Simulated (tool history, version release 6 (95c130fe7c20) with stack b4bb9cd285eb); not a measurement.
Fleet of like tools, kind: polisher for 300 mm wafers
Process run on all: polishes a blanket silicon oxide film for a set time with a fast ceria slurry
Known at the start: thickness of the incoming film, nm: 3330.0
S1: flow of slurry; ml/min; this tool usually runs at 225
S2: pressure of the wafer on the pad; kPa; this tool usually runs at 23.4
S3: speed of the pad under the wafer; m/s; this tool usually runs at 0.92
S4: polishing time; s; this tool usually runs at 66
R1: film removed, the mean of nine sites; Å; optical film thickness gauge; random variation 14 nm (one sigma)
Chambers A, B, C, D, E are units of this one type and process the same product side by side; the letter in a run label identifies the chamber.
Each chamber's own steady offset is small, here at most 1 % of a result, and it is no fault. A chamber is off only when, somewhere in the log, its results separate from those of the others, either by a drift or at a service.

run,day,S1,S2,S3,S4,R1
# day 0.008: chamber E: worn pad replaced by a new one
# day 0.375: chamber A: head pressure recalibrated
1D,0.546,225,23.4,0.92,66,11772
# day 1: chamber E: slurry nozzle cleaned
2B,1.183,225,23.4,0.92,66,11756
3A,1.692,225,23.4,0.92,66,12025
4E,2.358,225,23.4,0.92,66,11793
# day 2.462: chamber A: worn pad replaced by a new one
# day 2.658: chamber D: worn pad replaced by a new one
5C,2.746,225,23.4,0.92,88,15473
# day 3.192: chamber B: worn pad replaced by a new one
6D,3.304,225,23.4,0.92,88,15846
7E,3.838,225,23.4,0.92,88,15563
8B,4.321,225,23.4,0.92,88,15763
9A,4.867,225,23.4,0.92,88,15676
10C,5.362,225,15.2,0.92,66,7645.5
# day 5.496: chamber E: worn pad replaced by a new one
11B,5.804,225,15.2,0.92,66,7623.1
12C,6.388,225,15.2,0.92,66,7678.8
13E,6.688,225,15.2,0.92,66,7588.1
# day 6.708: chamber D: worn pad replaced by a new one
# day 6.904: chamber B: head pressure recalibrated
# day 7.196: chamber A: worn pad replaced by a new one
14A,7.288,225,15.2,0.92,66,7704.4
# day 7.296: chamber B: worn pad replaced by a new one
15D,7.867,225,23.4,0.92,66,11761
16C,8.233,225,23.4,1.22,66,15190
17B,8.604,225,23.4,1.22,66,15661
# day 8.921: chamber B: slurry nozzle cleaned
18E,9.212,225,23.4,1.22,66,15622
19A,9.875,225,23.4,1.22,66,15739
# day 9.879: chamber A: slurry nozzle cleaned
20D,10.421,225,23.4,1.22,66,15603
21C,10.883,225,23.4,0.92,66,11488
# day 10.929: chamber D: worn pad replaced by a new one
# day 11.246: chamber B: worn pad replaced by a new one
22E,11.442,225,23.4,0.72,66,8968.4
# day 11.538: chamber E: worn pad replaced by a new one
23A,11.908,225,23.4,0.72,66,9226.8
24B,12.229,225,23.4,0.72,66,9322.4
# day 12.238: chamber A: worn pad replaced by a new one
25D,12.633,225,23.4,0.72,66,9017.8
26C,13.271,225,23.4,0.72,66,8631.2
27A,13.75,225,29.6,0.92,66,14748
28E,14.217,225,29.6,0.92,66,15029
# day 14.429: chamber D: worn pad replaced by a new one
29B,14.629,225,29.6,0.92,66,14802
# day 14.817: chamber B: worn pad replaced by a new one
30D,15.246,225,29.6,0.92,66,14791
# day 15.571: chamber C: slurry nozzle cleaned
31E,15.683,225,29.6,0.92,66,15001
32B,16.017,225,23.4,0.92,66,11603
33D,16.442,225,23.4,0.92,66,11800
34A,16.738,225,23.4,0.92,66,11951
35C,17.329,225,23.4,0.92,66,10643
36C,17.875,225,23.4,0.92,66,10790
# day 18.125: chamber D: slurry nozzle cleaned
37E,18.425,225,23.4,0.92,66,11703
# day 18.446: chamber D: worn pad replaced by a new one
# day 18.575: chamber B: worn pad replaced by a new one
38B,18.762,225,23.4,0.92,66,11679
39D,19.071,225,23.4,0.92,66,11588

All chambers now run identical settings, listed one chamber a line with results as question marks. What results will each chamber show?
40A,19.562,225,23.4,0.92,66,?
40B,19.562,225,23.4,0.92,66,?
40C,19.562,225,23.4,0.92,66,?
40D,19.562,225,23.4,0.92,66,?
40E,19.562,225,23.4,0.92,66,?

run,R1
40A,11914
40B,11674
40C,10504
40D,11764
40E,11759

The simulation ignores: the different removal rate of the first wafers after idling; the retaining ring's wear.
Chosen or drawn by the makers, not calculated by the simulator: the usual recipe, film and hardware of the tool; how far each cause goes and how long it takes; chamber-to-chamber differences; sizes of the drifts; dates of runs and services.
